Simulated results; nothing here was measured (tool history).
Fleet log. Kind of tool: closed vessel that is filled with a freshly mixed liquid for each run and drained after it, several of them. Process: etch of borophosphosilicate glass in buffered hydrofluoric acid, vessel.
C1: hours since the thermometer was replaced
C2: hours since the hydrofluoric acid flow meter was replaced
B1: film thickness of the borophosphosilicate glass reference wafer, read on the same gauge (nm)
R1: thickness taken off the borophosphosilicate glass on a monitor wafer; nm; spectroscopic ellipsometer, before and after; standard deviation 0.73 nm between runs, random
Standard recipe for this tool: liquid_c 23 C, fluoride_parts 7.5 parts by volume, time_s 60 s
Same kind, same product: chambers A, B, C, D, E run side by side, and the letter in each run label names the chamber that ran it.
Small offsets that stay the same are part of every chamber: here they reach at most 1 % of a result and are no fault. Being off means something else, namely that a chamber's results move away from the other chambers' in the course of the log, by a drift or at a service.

{"run": "1C", "hour": 5.7, "liquid_c": 23, "fluoride_parts": 7.5, "time_s": 60, "C1": 1544.9, "C2": 1034.4, "B1": 120, "R1": 109.25}
{"run": "2A", "hour": 11.4, "liquid_c": 23, "fluoride_parts": 7.5, "time_s": 60, "C1": 1930.6, "C2": 126.1, "B1": 119.99, "R1": 105.82}
{"run": "3E", "hour": 17.6, "liquid_c": 23, "fluoride_parts": 7.5, "time_s": 60, "C1": 849.4, "C2": 598.5, "B1": 120, "R1": 107.87}
{"run": "4D", "hour": 25.2, "liquid_c": 23, "fluoride_parts": 7.5, "time_s": 60, "C1": 1644.5, "C2": 801.5, "B1": 120, "R1": 107.49}
{"run": "5B", "hour": 34.0, "liquid_c": 23, "fluoride_parts": 7.5, "time_s": 60, "C1": 1693.5, "C2": 1650.3, "B1": 119.99, "R1": 107.64}
{"run": "6B", "hour": 40.8, "liquid_c": 23, "fluoride_parts": 7.5, "time_s": 60, "C1": 1700.3, "C2": 1657.1, "B1": 120, "R1": 106.94}
{"run": "7E", "hour": 48.0, "liquid_c": 23, "fluoride_parts": 7.5, "time_s": 60, "C1": 879.8, "C2": 628.9, "B1": 120, "R1": 107.73}
{"run": "8D", "hour": 56.6, "liquid_c": 23, "fluoride_parts": 7.5, "time_s": 60, "C1": 1675.9, "C2": 832.9, "B1": 120.01, "R1": 108.11}
{"run": "9A", "hour": 65.7, "liquid_c": 23, "fluoride_parts": 7.5, "time_s": 60, "C1": 1984.9, "C2": 180.4, "B1": 120.01, "R1": 106.59}
{"run": "10C", "hour": 73.5, "liquid_c": 23, "fluoride_parts": 7.5, "time_s": 60, "C1": 1612.7, "C2": 1102.2, "B1": 120, "R1": 109.78}
{"run": "11A", "hour": 79.6, "liquid_c": 23, "fluoride_parts": 7.5, "time_s": 60, "C1": 1998.8, "C2": 194.3, "B1": 119.98, "R1": 106.76}
{"run": "12E", "hour": 89.1, "liquid_c": 23, "fluoride_parts": 7.5, "time_s": 60, "C1": 920.9, "C2": 670, "B1": 120.01, "R1": 108.25}
{"run": "13B", "hour": 95.6, "liquid_c": 21, "fluoride_parts": 9.5, "time_s": 60, "C1": 1755.1, "C2": 1711.9, "B1": 119.96, "R1": 76.567}
{"run": "14C", "hour": 103.7, "liquid_c": 21, "fluoride_parts": 9.5, "time_s": 60, "C1": 1642.9, "C2": 1132.4, "B1": 120.01, "R1": 76.331}
{"run": "15D", "hour": 113.0, "liquid_c": 21, "fluoride_parts": 9.5, "time_s": 60, "C1": 1732.3, "C2": 889.3, "B1": 119.99, "R1": 76.598}
{"run": "16E", "hour": 119.7, "liquid_c": 21, "fluoride_parts": 9.5, "time_s": 60, "C1": 951.5, "C2": 700.6, "B1": 120, "R1": 76.343}
{"run": "17C", "hour": 128.5, "liquid_c": 21, "fluoride_parts": 9.5, "time_s": 60, "C1": 1667.7, "C2": 1157.2, "B1": 119.99, "R1": 77.071}
{"run": "18A", "hour": 136.4, "liquid_c": 23, "fluoride_parts": 7.5, "time_s": 60, "C1": 2055.6, "C2": 251.1, "B1": 120.01, "R1": 107.53}
{"run": "19B", "hour": 141.9, "liquid_c": 23, "fluoride_parts": 7.5, "time_s": 60, "C1": 1801.4, "C2": 1758.2, "B1": 120.01, "R1": 107.1}
{"run": "20D", "hour": 147.7, "liquid_c": 23, "fluoride_parts": 7.5, "time_s": 60, "C1": 1767, "C2": 924, "B1": 120, "R1": 107.58}
{"run": "21C", "hour": 152.7, "liquid_c": 23, "fluoride_parts": 7.5, "time_s": 60, "C1": 1691.9, "C2": 1181.4, "B1": 120, "R1": 109.24}
{"run": "22A", "hour": 160.1, "liquid_c": 23, "fluoride_parts": 9, "time_s": 80, "C1": 2079.3, "C2": 274.8, "B1": 120.01, "R1": 116.54}
{"run": "23D", "hour": 169.4, "liquid_c": 23, "fluoride_parts": 9, "time_s": 80, "C1": 1788.7, "C2": 945.7, "B1": 119.99, "R1": 118.93}
{"run": "24B", "hour": 174.3, "liquid_c": 23, "fluoride_parts": 9, "time_s": 80, "C1": 1833.8, "C2": 1790.6, "B1": 120.01, "R1": 117.51}
{"run": "25E", "hour": 184.0, "liquid_c": 23, "fluoride_parts": 9, "time_s": 80, "C1": 1015.8, "C2": 764.9, "B1": 120.03, "R1": 120.47}
{"run": "26A", "hour": 191.2, "liquid_c": 23, "fluoride_parts": 9, "time_s": 80, "C1": 2110.4, "C2": 305.9, "B1": 119.98, "R1": 117.96}
{"hour": 197.7, "done": "chamber D: hydrofluoric acid flow meter replaced"}
{"run": "27E", "hour": 199.4, "liquid_c": 23, "fluoride_parts": 7.5, "time_s": 60, "C1": 1031.2, "C2": 780.3, "B1": 120.01, "R1": 109.62}
{"run": "28D", "hour": 207.9, "liquid_c": 23, "fluoride_parts": 7.5, "time_s": 60, "C1": 1827.2, "C2": 10.3, "B1": 119.99, "R1": 111.07}
{"run": "29C", "hour": 216.1, "liquid_c": 23, "fluoride_parts": 7.5, "time_s": 60, "C1": 1755.3, "C2": 1244.8, "B1": 120, "R1": 107.41}
{"run": "30B", "hour": 223.3, "liquid_c": 23, "fluoride_parts": 7.5, "time_s": 60, "C1": 1882.8, "C2": 1839.6, "B1": 120, "R1": 107.31}
{"run": "31C", "hour": 230.7, "liquid_c": 23, "fluoride_parts": 7.5, "time_s": 60, "C1": 1769.9, "C2": 1259.4, "B1": 120.01, "R1": 109}
{"run": "32E", "hour": 238.0, "liquid_c": 23, "fluoride_parts": 7.5, "time_s": 60, "C1": 1069.8, "C2": 818.9, "B1": 119.98, "R1": 107.69}
{"run": "33B", "hour": 247.5, "liquid_c": 23, "fluoride_parts": 7.5, "time_s": 60, "C1": 1907, "C2": 1863.8, "B1": 119.98, "R1": 107.93}
{"run": "34D", "hour": 257.1, "liquid_c": 23, "fluoride_parts": 10, "time_s": 60, "C1": 1876.4, "C2": 59.5, "B1": 119.99, "R1": 87.825}
{"run": "35A", "hour": 264.3, "liquid_c": 23, "fluoride_parts": 10, "time_s": 60, "C1": 2183.5, "C2": 379, "B1": 119.99, "R1": 81.423}
{"run": "36B", "hour": 273.6, "liquid_c": 23, "fluoride_parts": 10, "time_s": 60, "C1": 1933.1, "C2": 1889.9, "B1": 120.01, "R1": 82.88}
{"run": "37A", "hour": 282.9, "liquid_c": 23, "fluoride_parts": 10, "time_s": 60, "C1": 2202.1, "C2": 397.6, "B1": 120, "R1": 81.815}
{"run": "38C", "hour": 291.2, "liquid_c": 23, "fluoride_parts": 10, "time_s": 60, "C1": 1830.4, "C2": 1319.9, "B1": 120.01, "R1": 83.138}
{"run": "39E", "hour": 297.1, "liquid_c": 23, "fluoride_parts": 7.5, "time_s": 60, "C1": 1128.9, "C2": 878, "B1": 120.01, "R1": 108.87}
{"run": "40D", "hour": 304.7, "liquid_c": 23, "fluoride_parts": 7.5, "time_s": 60, "C1": 1924, "C2": 107.1, "B1": 120, "R1": 113.79}
{"run": "41B", "hour": 310.7, "liquid_c": 23, "fluoride_parts": 7.5, "time_s": 60, "C1": 1970.2, "C2": 1927, "B1": 119.99, "R1": 107.72}

Each of the 5 chambers runs these same settings next. Fill in every chamber's results:
{"run": "42A", "hour": 317.9, "liquid_c": 23, "fluoride_parts": 7.5, "time_s": 60, "R1": "?"}
{"run": "42B", "hour": 317.9, "liquid_c": 23, "fluoride_parts": 7.5, "time_s": 60, "R1": "?"}
{"run": "42C", "hour": 317.9, "liquid_c": 23, "fluoride_parts": 7.5, "time_s": 60, "R1": "?"}
{"run": "42D", "hour": 317.9, "liquid_c": 23, "fluoride_parts": 7.5, "time_s": 60, "R1": "?"}
{"run": "42E", "hour": 317.9, "liquid_c": 23, "fluoride_parts": 7.5, "time_s": 60, "R1": "?"}

run=42A R1=106.68
run=42B R1=107
run=42C R1=108.32
run=42D R1=115.64
run=42E R1=108.99
